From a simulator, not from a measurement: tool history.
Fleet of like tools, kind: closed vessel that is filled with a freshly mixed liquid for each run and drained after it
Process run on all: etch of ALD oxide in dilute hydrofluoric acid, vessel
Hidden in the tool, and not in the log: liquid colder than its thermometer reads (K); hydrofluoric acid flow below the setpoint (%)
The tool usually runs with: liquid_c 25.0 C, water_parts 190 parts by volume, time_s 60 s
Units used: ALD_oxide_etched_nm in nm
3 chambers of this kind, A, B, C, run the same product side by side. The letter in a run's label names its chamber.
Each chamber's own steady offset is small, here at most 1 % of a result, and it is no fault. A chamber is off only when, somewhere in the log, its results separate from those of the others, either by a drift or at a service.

run   hour  liquid_c  water_parts  time_s  hours since the thermometer was replaced  hours since the hydrofluoric acid flow meter was replaced  read-back film thickness of the ALD oxide reference wafer, read on the same gauge (nm)  ALD_oxide_etched_nm
 1B    5.3      25.0          190      60                                     578.1                                                      323.6                                                                                  140.00               8.8221
 2C   12.8      25.0          190      60                                      51.4                                                      433.7                                                                                  140.02               8.8851
 3A   18.1      25.0          190      60                                    1665.1                                                      234.5                                                                                  140.01               9.1902
 4B   24.5      25.0          190      60                                     597.3                                                      342.8                                                                                  140.00               9.0614
 5A   30.4      25.0          190      60                                    1677.4                                                      246.8                                                                                  140.04               9.0474
 6C   34.5      25.0          190      60                                      73.1                                                      455.4                                                                                  140.01               9.0650
 7C   41.1      25.0          220      60                                      79.7                                                      462.0                                                                                  139.99               7.4785
 8B   47.0      25.0          220      60                                     619.8                                                      365.3                                                                                  139.99               7.5586
 9A   52.2      25.0          220      60                                    1699.2                                                      268.6                                                                                  140.01               7.5834
10B   60.6      29.0          190      60                                     633.4                                                      378.9                                                                                  140.01              10.2930
11C   65.6      29.0          190      60                                     104.2                                                      486.5                                                                                  140.03              10.4440
12A   72.9      29.0          190      60                                    1719.9                                                      289.3                                                                                  139.97              10.3320
      79.5  -- chamber A: thermometer replaced
13B   80.2      25.0          190      60                                     653.0                                                      398.5                                                                                  139.99               8.8907
14C   88.6      23.5          190      35                                     127.2                                                      509.5                                                                                  140.03               4.9476
15A   93.0      23.5          190      35                                      13.5                                                      309.4                                                                                  140.02               5.0452
16A   98.6      23.5          190      35                                      19.1                                                      315.0                                                                                  139.97               5.0526
17C  104.6      25.0          190      60                                     143.2                                                      525.5                                                                                  139.97               9.0610
18B  110.6      25.0          190      60                                     683.4                                                      428.9                                                                                  140.00               8.9013
19A  114.5      25.0          190      60                                      35.0                                                      330.9                                                                                  140.00               9.0132
20B  119.6      25.0          190      60                                     692.4                                                      437.9                                                                                  139.97               8.8594
21C  123.8      25.0          190      60                                     162.4                                                      544.7                                                                                  139.99               9.0151
22C  132.2      25.0          190      60                                     170.8                                                      553.1                                                                                  140.00               8.9565
23A  140.0      25.0          105      60                                      60.5                                                      356.4                                                                                  139.99              18.3120
     148.9  -- chamber B: hydrofluoric acid flow meter replaced
24B  149.0      25.0          105      60                                     721.8                                                        0.2                                                                                  140.00              18.0560
25C  156.0      25.0          105      60                                     194.6                                                      576.9                                                                                  140.03              18.1030
26B  164.2      25.0          190      60                                     737.0                                                       15.4                                                                                  139.97               8.8804
     167.8  -- chamber C: hydrofluoric acid flow meter replaced
27A  172.9      25.0          190      60                                      93.4                                                      389.3                                                                                  140.02               9.1301
28C  176.9      25.0          190      60                                     215.5                                                        9.2                                                                                  140.00               9.0211
29A  184.3      21.0          190      35                                     104.8                                                      400.7                                                                                  139.96               4.5820

Each of the 3 chambers runs these same settings next. Fill in every chamber's results:
30A  190.8      22.0          190      60                                                                                                                                                                                                                 ?
30B  190.8      22.0          190      60                                                                                                                                                                                                                 ?
30C  190.8      22.0          190      60                                                                                                                                                                                                                 ?

run  ALD_oxide_etched_nm
30A               8.0148
30B               8.0134
30C               7.9880

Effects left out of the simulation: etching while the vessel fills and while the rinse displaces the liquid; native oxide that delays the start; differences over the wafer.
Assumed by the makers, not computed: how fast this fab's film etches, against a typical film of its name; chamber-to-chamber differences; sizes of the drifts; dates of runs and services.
